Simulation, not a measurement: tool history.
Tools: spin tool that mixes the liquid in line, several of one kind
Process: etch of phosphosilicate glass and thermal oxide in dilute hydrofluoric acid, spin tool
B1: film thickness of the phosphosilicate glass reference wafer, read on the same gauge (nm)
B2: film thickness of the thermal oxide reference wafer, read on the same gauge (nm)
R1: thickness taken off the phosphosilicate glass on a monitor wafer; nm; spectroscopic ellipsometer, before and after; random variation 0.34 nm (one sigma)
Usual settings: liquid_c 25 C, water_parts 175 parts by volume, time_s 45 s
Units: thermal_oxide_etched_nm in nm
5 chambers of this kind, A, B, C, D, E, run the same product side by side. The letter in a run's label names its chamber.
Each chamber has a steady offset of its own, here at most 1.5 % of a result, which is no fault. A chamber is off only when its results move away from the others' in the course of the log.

{"run": "1C", "hour": 7.6, "liquid_c": 25, "water_parts": 175, "time_s": 45, "B1": 79.999, "B2": 89.993, "R1": 37.28, "thermal_oxide_etched_nm": 1.1722}
{"run": "2D", "hour": 13.6, "liquid_c": 25, "water_parts": 175, "time_s": 45, "B1": 79.973, "B2": 90.013, "R1": 38.26, "thermal_oxide_etched_nm": 1.1922}
{"run": "3A", "hour": 20.2, "liquid_c": 25, "water_parts": 175, "time_s": 45, "B1": 79.99, "B2": 89.964, "R1": 37.944, "thermal_oxide_etched_nm": 1.2181}
{"run": "4E", "hour": 25.0, "liquid_c": 25, "water_parts": 175, "time_s": 45, "B1": 79.982, "B2": 90.01, "R1": 37.595, "thermal_oxide_etched_nm": 1.1512}
{"run": "5B", "hour": 30.8, "liquid_c": 25, "water_parts": 175, "time_s": 45, "B1": 79.993, "B2": 89.99, "R1": 37.45, "thermal_oxide_etched_nm": 1.1811}
{"run": "6C", "hour": 37.2, "liquid_c": 25, "water_parts": 175, "time_s": 45, "B1": 80.016, "B2": 89.99, "R1": 37.337, "thermal_oxide_etched_nm": 1.2558}
{"run": "7B", "hour": 45.9, "liquid_c": 25, "water_parts": 175, "time_s": 45, "B1": 80.009, "B2": 89.984, "R1": 37.7, "thermal_oxide_etched_nm": 1.2032}
{"hour": 54.1, "done": "chamber A: thermometer replaced"}
{"run": "8A", "hour": 54.1, "liquid_c": 25, "water_parts": 175, "time_s": 45, "B1": 80, "B2": 89.979, "R1": 37.625, "thermal_oxide_etched_nm": 1.2092}
{"run": "9D", "hour": 61.6, "liquid_c": 25, "water_parts": 175, "time_s": 45, "B1": 80.008, "B2": 90.023, "R1": 38.195, "thermal_oxide_etched_nm": 1.2005}
{"run": "10E", "hour": 67.8, "liquid_c": 25, "water_parts": 175, "time_s": 45, "B1": 80.002, "B2": 89.995, "R1": 38.04, "thermal_oxide_etched_nm": 1.2161}
{"run": "11E", "hour": 74.9, "liquid_c": 25, "water_parts": 175, "time_s": 25, "B1": 80.011, "B2": 90.024, "R1": 20.914, "thermal_oxide_etched_nm": 0.65381}
{"run": "12B", "hour": 81.0, "liquid_c": 25, "water_parts": 175, "time_s": 25, "B1": 79.995, "B2": 90.021, "R1": 20.876, "thermal_oxide_etched_nm": 0.67726}
{"hour": 82.2, "done": "chamber D: hydrofluoric acid flow meter replaced"}
{"run": "13D", "hour": 86.2, "liquid_c": 25, "water_parts": 175, "time_s": 25, "B1": 80.003, "B2": 90.01, "R1": 21.144, "thermal_oxide_etched_nm": 0.65866}
{"run": "14C", "hour": 92.4, "liquid_c": 25, "water_parts": 175, "time_s": 25, "B1": 80.001, "B2": 89.977, "R1": 21.094, "thermal_oxide_etched_nm": 0.67971}
{"run": "15A", "hour": 99.9, "liquid_c": 25, "water_parts": 175, "time_s": 25, "B1": 80.007, "B2": 89.995, "R1": 21.149, "thermal_oxide_etched_nm": 0.68099}
{"run": "16A", "hour": 105.0, "liquid_c": 21.5, "water_parts": 175, "time_s": 45, "B1": 79.972, "B2": 89.981, "R1": 33.264, "thermal_oxide_etched_nm": 1.0348}
{"run": "17C", "hour": 109.6, "liquid_c": 21.5, "water_parts": 175, "time_s": 45, "B1": 79.99, "B2": 89.98, "R1": 33.083, "thermal_oxide_etched_nm": 1.0141}
{"hour": 109.9, "done": "chamber B: hydrofluoric acid flow meter replaced"}
{"run": "18D", "hour": 115.5, "liquid_c": 21.5, "water_parts": 175, "time_s": 45, "B1": 79.981, "B2": 89.988, "R1": 32.962, "thermal_oxide_etched_nm": 1.0251}
{"run": "19B", "hour": 124.4, "liquid_c": 21.5, "water_parts": 175, "time_s": 45, "B1": 79.996, "B2": 90.029, "R1": 32.977, "thermal_oxide_etched_nm": 1.0107}
{"run": "20E", "hour": 129.1, "liquid_c": 21.5, "water_parts": 175, "time_s": 45, "B1": 79.995, "B2": 90.013, "R1": 32.837, "thermal_oxide_etched_nm": 1.0599}
{"run": "21E", "hour": 136.3, "liquid_c": 25, "water_parts": 175, "time_s": 45, "B1": 80.021, "B2": 90.003, "R1": 37.751, "thermal_oxide_etched_nm": 1.2059}
{"run": "22D", "hour": 141.5, "liquid_c": 25, "water_parts": 175, "time_s": 45, "B1": 80.016, "B2": 90.024, "R1": 37.796, "thermal_oxide_etched_nm": 1.1877}
{"run": "23B", "hour": 150.2, "liquid_c": 20.5, "water_parts": 175, "time_s": 45, "B1": 80.005, "B2": 90.001, "R1": 31.645, "thermal_oxide_etched_nm": 1.0006}
{"run": "24C", "hour": 158.4, "liquid_c": 20.5, "water_parts": 175, "time_s": 45, "B1": 80.018, "B2": 90.006, "R1": 31.935, "thermal_oxide_etched_nm": 0.99277}
{"run": "25A", "hour": 167.7, "liquid_c": 20.5, "water_parts": 175, "time_s": 45, "B1": 79.988, "B2": 90.003, "R1": 31.529, "thermal_oxide_etched_nm": 0.92534}
{"run": "26C", "hour": 173.3, "liquid_c": 20.5, "water_parts": 175, "time_s": 45, "B1": 79.982, "B2": 89.973, "R1": 31.851, "thermal_oxide_etched_nm": 1.0191}
{"run": "27B", "hour": 179.9, "liquid_c": 20.5, "water_parts": 175, "time_s": 45, "B1": 79.977, "B2": 89.998, "R1": 31.756, "thermal_oxide_etched_nm": 0.99427}
{"run": "28A", "hour": 188.3, "liquid_c": 25, "water_parts": 175, "time_s": 45, "B1": 80.004, "B2": 89.981, "R1": 37.817, "thermal_oxide_etched_nm": 1.1738}
{"run": "29D", "hour": 193.0, "liquid_c": 25, "water_parts": 175, "time_s": 45, "B1": 79.992, "B2": 90.01, "R1": 38.142, "thermal_oxide_etched_nm": 1.1259}
{"run": "30E", "hour": 202.3, "liquid_c": 25, "water_parts": 175, "time_s": 45, "B1": 79.982, "B2": 89.974, "R1": 38.164, "thermal_oxide_etched_nm": 1.2056}
{"run": "31C", "hour": 210.5, "liquid_c": 23.5, "water_parts": 175, "time_s": 45, "B1": 79.999, "B2": 90.007, "R1": 35.748, "thermal_oxide_etched_nm": 1.1123}
{"run": "32B", "hour": 217.1, "liquid_c": 23.5, "water_parts": 175, "time_s": 45, "B1": 80.004, "B2": 89.996, "R1": 35.702, "thermal_oxide_etched_nm": 1.1133}
{"hour": 218.1, "done": "chamber C: thermometer replaced"}
{"run": "33D", "hour": 221.3, "liquid_c": 23.5, "water_parts": 175, "time_s": 45, "B1": 80.013, "B2": 90.003, "R1": 35.889, "thermal_oxide_etched_nm": 1.1265}
{"run": "34A", "hour": 228.8, "liquid_c": 23.5, "water_parts": 175, "time_s": 45, "B1": 80.012, "B2": 89.966, "R1": 35.89, "thermal_oxide_etched_nm": 1.1403}
{"run": "35E", "hour": 234.9, "liquid_c": 23.5, "water_parts": 175, "time_s": 45, "B1": 80.012, "B2": 90.043, "R1": 35.469, "thermal_oxide_etched_nm": 1.1233}
{"hour": 236.2, "done": "chamber B: thermometer replaced"}
{"run": "36A", "hour": 240.0, "liquid_c": 25, "water_parts": 175, "time_s": 45, "B1": 79.989, "B2": 89.979, "R1": 37.727, "thermal_oxide_etched_nm": 1.1805}
{"run": "37B", "hour": 244.6, "liquid_c": 25, "water_parts": 175, "time_s": 45, "B1": 80.017, "B2": 90.013, "R1": 37.476, "thermal_oxide_etched_nm": 1.1669}
{"run": "38C", "hour": 251.1, "liquid_c": 25, "water_parts": 175, "time_s": 45, "B1": 79.991, "B2": 89.976, "R1": 37.191, "thermal_oxide_etched_nm": 1.1681}
{"run": "39E", "hour": 259.1, "liquid_c": 25, "water_parts": 175, "time_s": 45, "B1": 79.998, "B2": 90.003, "R1": 37.432, "thermal_oxide_etched_nm": 1.2106}

All 5 chambers run these settings next. Forecast each chamber's results:
{"run": "40A", "hour": 266.1, "liquid_c": 25, "water_parts": 235, "time_s": 45, "R1": "?", "thermal_oxide_etched_nm": "?"}
{"run": "40B", "hour": 266.1, "liquid_c": 25, "water_parts": 235, "time_s": 45, "R1": "?", "thermal_oxide_etched_nm": "?"}
{"run": "40C", "hour": 266.1, "liquid_c": 25, "water_parts": 235, "time_s": 45, "R1": "?", "thermal_oxide_etched_nm": "?"}
{"run": "40D", "hour": 266.1, "liquid_c": 25, "water_parts": 235, "time_s": 45, "R1": "?", "thermal_oxide_etched_nm": "?"}
{"run": "40E", "hour": 266.1, "liquid_c": 25, "water_parts": 235, "time_s": 45, "R1": "?", "thermal_oxide_etched_nm": "?"}

run=40A R1=26.647 thermal_oxide_etched_nm=0.79554
run=40B R1=26.289 thermal_oxide_etched_nm=0.81852
run=40C R1=26.239 thermal_oxide_etched_nm=0.821
run=40D R1=26.279 thermal_oxide_etched_nm=0.84178
run=40E R1=26.647 thermal_oxide_etched_nm=0.82693
